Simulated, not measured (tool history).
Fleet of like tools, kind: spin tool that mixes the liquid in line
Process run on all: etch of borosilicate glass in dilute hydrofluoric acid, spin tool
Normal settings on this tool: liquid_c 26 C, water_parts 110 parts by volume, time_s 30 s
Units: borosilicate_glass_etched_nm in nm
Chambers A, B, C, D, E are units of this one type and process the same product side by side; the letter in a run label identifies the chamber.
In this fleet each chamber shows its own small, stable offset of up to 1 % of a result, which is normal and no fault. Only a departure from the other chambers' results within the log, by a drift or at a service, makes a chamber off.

| run | day | liquid_c | water_parts | time_s | read-back film thickness of the borosilicate glass reference wafer, read on the same gauge (nm) | borosilicate_glass_etched_nm |
|---|---|---|---|---|---|---|
| 1E | 0.279 | 26 | 110 | 30 | 70.066 | 11.770 |
| 2D | 0.458 | 26 | 110 | 30 | 69.963 | 11.934 |
| 3B | 0.758 | 26 | 110 | 30 | 70.067 | 12.108 |
| 4C | 0.975 | 26 | 110 | 30 | 69.960 | 11.925 |
| 5A | 1.254 | 26 | 110 | 30 | 70.002 | 11.988 |
| 6A | 1.462 | 26 | 110 | 30 | 69.970 | 11.980 |
| 7D | 1.704 | 26 | 110 | 30 | 69.981 | 11.889 |
|  | 2.096 | chamber A: thermometer replaced |
| 8E | 2.096 | 26 | 80 | 35 | 69.999 | 19.793 |
| 9C | 2.421 | 26 | 80 | 35 | 70.002 | 19.784 |
| 10B | 2.804 | 26 | 80 | 35 | 70.016 | 19.891 |
| 11B | 3.192 | 26 | 80 | 35 | 69.982 | 19.827 |
| 12E | 3.608 | 26 | 80 | 35 | 70.032 | 19.894 |
|  | 3.950 | chamber E: thermometer replaced |
| 13A | 4.008 | 26 | 110 | 30 | 69.989 | 11.745 |
| 14C | 4.238 | 26 | 110 | 30 | 69.980 | 11.893 |
| 15D | 4.592 | 26 | 110 | 30 | 70.003 | 11.725 |
| 16B | 4.962 | 26 | 110 | 30 | 69.982 | 11.582 |
| 17E | 5.242 | 26 | 110 | 30 | 69.985 | 11.724 |
| 18C | 5.583 | 26 | 110 | 30 | 70.039 | 11.933 |
| 19D | 5.912 | 26 | 110 | 30 | 70.006 | 11.934 |
| 20A | 6.267 | 26 | 110 | 30 | 69.995 | 11.913 |
| 21D | 6.542 | 26 | 110 | 30 | 70.022 | 11.932 |
| 22A | 6.821 | 26 | 110 | 30 | 69.998 | 11.984 |
| 23B | 7.142 | 26 | 110 | 30 | 69.967 | 11.394 |
| 24C | 7.467 | 26 | 110 | 30 | 69.995 | 11.863 |
| 25E | 7.646 | 26 | 110 | 30 | 70.007 | 11.810 |
| 26C | 7.946 | 26 | 110 | 30 | 70.007 | 11.834 |
| 27E | 8.288 | 21 | 110 | 40 | 69.992 | 12.838 |
| 28A | 8.692 | 21 | 110 | 40 | 70.012 | 13.050 |
| 29D | 8.988 | 21 | 110 | 40 | 70.028 | 12.941 |
|  | 9.192 | chamber C: thermometer replaced |
| 30B | 9.375 | 21 | 110 | 40 | 70.023 | 12.479 |
| 31C | 9.733 | 21 | 110 | 40 | 70.026 | 12.767 |

The same settings go to every chamber for the next run, one line per chamber below. Forecast the results for each:
| 32A | 10.029 | 26 | 110 | 30 |  | ? |
| 32B | 10.029 | 26 | 110 | 30 |  | ? |
| 32C | 10.029 | 26 | 110 | 30 |  | ? |
| 32D | 10.029 | 26 | 110 | 30 |  | ? |
| 32E | 10.029 | 26 | 110 | 30 |  | ? |

| run | borosilicate_glass_etched_nm |
|---|---|
| 32A | 11.816 |
| 32B | 11.408 |
| 32C | 11.786 |
| 32D | 11.875 |
| 32E | 11.745 |
